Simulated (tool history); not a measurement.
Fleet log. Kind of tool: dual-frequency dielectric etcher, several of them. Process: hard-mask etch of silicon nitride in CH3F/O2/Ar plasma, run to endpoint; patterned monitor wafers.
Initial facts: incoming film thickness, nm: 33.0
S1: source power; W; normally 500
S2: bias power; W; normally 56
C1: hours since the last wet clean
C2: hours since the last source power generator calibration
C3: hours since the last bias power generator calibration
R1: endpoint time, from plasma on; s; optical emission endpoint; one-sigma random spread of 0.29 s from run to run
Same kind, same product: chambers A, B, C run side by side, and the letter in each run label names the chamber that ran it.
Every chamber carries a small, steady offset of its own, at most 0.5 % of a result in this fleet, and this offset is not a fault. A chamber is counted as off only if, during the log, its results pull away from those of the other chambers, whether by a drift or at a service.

run,day,S1,S2,C1,C2,C3,R1
1B,0.525,500,56,292.7,692.4,317.1,47.618
2A,0.988,500,56,327.2,228.7,217.3,47.762
3C,1.246,500,56,443.8,843.7,3117.5,47.306
4B,1.475,500,56,315.5,715.2,339.9,48.033
5A,1.821,500,56,347.2,248.7,237.3,47.169
6C,2.179,500,56,466.2,866.1,3139.9,47.322
7C,2.479,500,56,473.4,873.3,3147.1,47.530
8B,2.979,500,56,351.6,751.3,376.0,47.279
# day 3.038: chamber C: wet clean of the chamber
9A,3.462,500,56,386.6,288.1,276.7,47.800
10A,3.796,500,56,394.6,296.1,284.7,47.679
11C,4.271,500,62,29.7,916.3,3190.1,45.494
12B,4.529,500,62,388.8,788.5,413.2,46.234
# day 4.658: chamber B: wet clean of the chamber
13B,4.992,500,62,8.0,799.6,424.3,48.050
14A,5.508,500,66,435.7,337.2,325.8,45.190
15C,5.875,500,66,68.2,954.8,3228.6,45.009
16A,6.150,500,66,451.1,352.6,341.2,45.550
17B,6.583,500,56,46.2,837.8,462.5,49.683
18C,6.938,500,56,93.7,980.3,3254.1,47.764
19C,7.162,500,56,99.1,985.7,3259.5,48.070
20A,7.667,500,56,487.5,389.0,377.6,47.927
21B,7.958,500,56,79.2,870.8,495.5,49.848
22C,8.188,500,56,123.7,1010.3,3284.1,47.378
23B,8.558,500,56,93.6,885.2,509.9,49.668
# day 8.762: chamber A: wet clean of the chamber
24A,9.067,500,56,7.3,422.6,411.2,47.815
25A,9.521,500,56,18.2,433.5,422.1,47.487
26B,9.846,560,62,124.5,916.1,540.8,45.893

Read the log: is a single chamber off, either drifting away or since a service, is the gauge that measures every chamber drifting, or is nothing wrong beyond small per-chamber offsets? Name any odd chamber and what most likely caused it.

A service on chamber B put it out of line with the rest.
What lies behind it: etch rate under this chamber's usual, % = 4.55.

Chamber B could run next with any of the 4 candidate recipes listed below; each alters the usual settings, and their results appear as question marks. Which one brings its results back in line with what the other chambers deliver on the usual settings?
To be in line, a result may differ from the other chambers' mean on the usual settings by at most: R1 1.000 s
27B-1,10.225,490,56,,,,?
27B-2,10.225,500,48,,,,?
27B-3,10.225,540,60,,,,?
27B-4,10.225,510,56,,,,?

On the usual settings, the other chambers give on average: R1 47.502 s
run,R1
27B-1,50.327
27B-2,52.424
27B-3,47.420
27B-4,49.561
It is 27B-3 that realigns the chamber with its peers.

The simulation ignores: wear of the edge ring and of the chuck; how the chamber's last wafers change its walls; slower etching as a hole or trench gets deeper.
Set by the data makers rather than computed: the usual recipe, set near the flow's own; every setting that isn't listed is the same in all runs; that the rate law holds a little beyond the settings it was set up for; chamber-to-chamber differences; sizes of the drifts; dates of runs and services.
